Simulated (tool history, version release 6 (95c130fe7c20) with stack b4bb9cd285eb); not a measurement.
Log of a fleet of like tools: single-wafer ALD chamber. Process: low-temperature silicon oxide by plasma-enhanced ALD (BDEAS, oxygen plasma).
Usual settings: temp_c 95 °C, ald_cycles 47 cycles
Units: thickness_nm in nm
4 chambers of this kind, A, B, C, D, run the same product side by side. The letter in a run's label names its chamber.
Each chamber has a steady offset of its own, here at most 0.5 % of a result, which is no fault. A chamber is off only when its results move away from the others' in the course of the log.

| run | hour | temp_c | ald_cycles | hours since the last thermocouple change | read-back reference wafer on the same gauge, thickness_nm | thickness_nm |
|---|---|---|---|---|---|---|
| 1D | 5.3 | 95 | 47 | 1195.9 | 6.7701 | 6.8311 |
| 2A | 11.1 | 95 | 47 | 1017.7 | 6.7746 | 6.8338 |
| 3B | 14.7 | 95 | 47 | 1225.9 | 6.7709 | 6.8808 |
| 4C | 18.2 | 95 | 47 | 1696.7 | 6.7721 | 6.8169 |
| 5B | 25.5 | 95 | 47 | 1236.7 | 6.7757 | 6.8694 |
| 6C | 33.2 | 95 | 47 | 1711.7 | 6.7776 | 6.8387 |
| 7D | 39.1 | 95 | 47 | 1229.7 | 6.7794 | 6.8385 |
| 8A | 45.7 | 95 | 47 | 1052.3 | 6.7781 | 6.854 |
| 9A | 52 | 90 | 50 | 1058.6 | 6.7813 | 7.4373 |
| 10B | 56.9 | 90 | 50 | 1268.1 | 6.7843 | 7.4467 |
| 11C | 64 | 90 | 50 | 1742.5 | 6.7819 | 7.3938 |
| 12D | 72 | 90 | 50 | 1262.6 | 6.7866 | 7.4331 |
| 13A | 78 | 95 | 47 | 1084.6 | 6.7879 | 6.8536 |
| 14C | 82.9 | 95 | 47 | 1761.4 | 6.7882 | 6.8499 |
| 15D | 89 | 95 | 47 | 1279.6 | 6.7894 | 6.8504 |
| 16B | 93 | 95 | 47 | 1304.2 | 6.7913 | 6.8896 |
| 17C | 98.1 | 95 | 47 | 1776.6 | 6.7927 | 6.8581 |
| 18A | 105.5 | 95 | 47 | 1112.1 | 6.7951 | 6.8692 |
| 19B | 109.2 | 95 | 47 | 1320.4 | 6.797 | 6.8942 |
| 20D | 113.5 | 95 | 47 | 1304.1 | 6.7974 | 6.8584 |
| 21B | 117.7 | 95 | 47 | 1328.9 | 6.7998 | 6.907 |
| 22A | 122.8 | 95 | 47 | 1129.4 | 6.7956 | 6.8644 |
| 23C | 130.4 | 95 | 47 | 1808.9 | 6.8009 | 6.8744 |
| 24D | 136.1 | 95 | 47 | 1326.7 | 6.8008 | 6.8613 |
| 25C | 142.9 | 95 | 47 | 1821.4 | 6.8005 | 6.8654 |
| 26B | 146.7 | 95 | 47 | 1357.9 | 6.802 | 6.8948 |
| 27D | 153.7 | 95 | 47 | 1344.3 | 6.8033 | 6.8706 |

Next, every chamber runs the same settings. What will each give?
| 28A | 159.6 | 95 | 47 |  |  | ? |
| 28B | 159.6 | 95 | 47 |  |  | ? |
| 28C | 159.6 | 95 | 47 |  |  | ? |
| 28D | 159.6 | 95 | 47 |  |  | ? |

| run | thickness_nm |
|---|---|
| 28A | 6.8682 |
| 28B | 6.8991 |
| 28C | 6.8616 |
| 28D | 6.8806 |
